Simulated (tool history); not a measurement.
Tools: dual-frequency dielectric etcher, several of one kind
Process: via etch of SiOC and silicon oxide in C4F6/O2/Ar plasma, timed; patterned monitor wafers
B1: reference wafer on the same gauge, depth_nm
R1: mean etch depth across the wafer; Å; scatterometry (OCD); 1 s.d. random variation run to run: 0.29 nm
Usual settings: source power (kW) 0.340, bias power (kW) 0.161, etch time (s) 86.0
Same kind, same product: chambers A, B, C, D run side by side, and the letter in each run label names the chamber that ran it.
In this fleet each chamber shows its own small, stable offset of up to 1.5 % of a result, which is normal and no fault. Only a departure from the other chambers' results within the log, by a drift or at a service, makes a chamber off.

Run 1C, hour 4.2: usual settings; B1 104.20. Result: R1 879.04 Å.
Run 2A, hour 10.5: usual settings; B1 104.25. Result: R1 890.99 Å.
At hour 12.0: chamber D: wet clean of the chamber.
Run 3D, hour 14.3: usual settings; B1 104.19. Result: R1 881.50 Å.
Run 4B, hour 17.3: usual settings; B1 104.17. Result: R1 889.58 Å.
Run 5C, hour 23.9: usual settings; B1 104.21. Result: R1 881.48 Å.
Run 6B, hour 28.0: usual settings; B1 104.19. Result: R1 890.82 Å.
Run 7A, hour 34.2: usual settings but source power (kW) 0.370, etch time (s) 105.0; B1 104.24. Result: R1 1115.20 Å.
Run 8D, hour 39.5: usual settings but source power (kW) 0.370, etch time (s) 105.0; B1 104.17. Result: R1 1117.90 Å.
Run 9D, hour 45.5: usual settings but source power (kW) 0.370, etch time (s) 105.0; B1 104.18. Result: R1 1112.50 Å.
Run 10A, hour 50.2: usual settings but source power (kW) 0.370, etch time (s) 105.0; B1 104.13. Result: R1 1116.10 Å.
Run 11C, hour 55.5: usual settings; B1 104.17. Result: R1 878.96 Å.
Run 12B, hour 59.4: usual settings; B1 104.23. Result: R1 887.17 Å.
Run 13C, hour 64.7: usual settings; B1 104.16. Result: R1 881.56 Å.
Run 14A, hour 71.7: usual settings; B1 104.18. Result: R1 884.30 Å.
Run 15D, hour 76.2: usual settings; B1 104.19. Result: R1 883.19 Å.
Run 16B, hour 82.1: usual settings; B1 104.17. Result: R1 906.30 Å.
Run 17D, hour 86.9: usual settings; B1 104.12. Result: R1 883.32 Å.
Run 18B, hour 90.6: usual settings; B1 104.22. Result: R1 902.18 Å.
Run 19C, hour 94.5: usual settings but source power (kW) 0.280, etch time (s) 101.5; B1 104.15. Result: R1 961.07 Å.
At hour 96.2: chamber C: bias power generator calibrated.
Run 20A, hour 100.4: usual settings but source power (kW) 0.280, etch time (s) 101.5; B1 104.23. Result: R1 977.33 Å.
Run 21D, hour 103.5: usual settings but source power (kW) 0.280, etch time (s) 101.5; B1 104.20. Result: R1 965.46 Å.
Run 22C, hour 108.5: usual settings but source power (kW) 0.280, etch time (s) 101.5; B1 104.28. Result: R1 961.46 Å.
Run 23A, hour 112.9: usual settings; B1 104.17. Result: R1 887.32 Å.
Run 24B, hour 117.9: usual settings; B1 104.21. Result: R1 912.31 Å.
Run 25D, hour 124.3: usual settings; B1 104.29. Result: R1 887.59 Å.
Run 26A, hour 129.8: usual settings; B1 104.06. Result: R1 891.48 Å.
Run 27C, hour 136.8: usual settings; B1 104.25. Result: R1 881.70 Å.
Run 28B, hour 140.4: usual settings; B1 104.18. Result: R1 926.33 Å.
Run 29A, hour 146.4: usual settings; B1 104.20. Result: R1 886.18 Å.
Run 30C, hour 151.1: usual settings; B1 104.15. Result: R1 875.97 Å.
Run 31B, hour 156.3: usual settings but source power (kW) 0.380; B1 104.27. Result: R1 967.49 Å.
Run 32D, hour 160.8: usual settings but source power (kW) 0.380; B1 104.21. Result: R1 922.80 Å.
Run 33D, hour 164.6: usual settings but source power (kW) 0.380; B1 104.23. Result: R1 922.27 Å.
Run 34C, hour 168.2: usual settings but source power (kW) 0.380; B1 104.25. Result: R1 918.33 Å.

Does one chamber stand apart from the rest, does the shared gauge drift, or is all well apart from small per-chamber offsets? Give the chamber and the most likely cause, where there is one.

One chamber, B, drifts off from the rest bit by bit.
What lies behind it: etch rate over this chamber's usual, % = 4.61.

Below are 4 candidate recipes for chamber B's next run, each the usual settings with a change, their results shown as question marks. Which of them brings B's results back in line with what the other chambers give on the usual settings?
Allowed miss from the other chambers' usual-settings mean, per result, to count as in line: R1 10.00 Å
Run 35B-1, hour 173.3: usual settings but bias power (kW) 0.163, etch time (s) 90.0. Result: R1 ?.
Run 35B-2, hour 173.3: usual settings but bias power (kW) 0.159, etch time (s) 82.0. Result: R1 ?.
Run 35B-3, hour 173.3: usual settings but source power (kW) 0.360. Result: R1 ?.
Run 35B-4, hour 173.3: usual settings but bias power (kW) 0.151. Result: R1 ?.

The mean the other chambers reach with the usual settings: R1 883.74 Å
  run      R1
35B-1  979.66
35B-2  885.54
35B-3  953.26
35B-4  913.72
35B-2 brings the chamber back in line.

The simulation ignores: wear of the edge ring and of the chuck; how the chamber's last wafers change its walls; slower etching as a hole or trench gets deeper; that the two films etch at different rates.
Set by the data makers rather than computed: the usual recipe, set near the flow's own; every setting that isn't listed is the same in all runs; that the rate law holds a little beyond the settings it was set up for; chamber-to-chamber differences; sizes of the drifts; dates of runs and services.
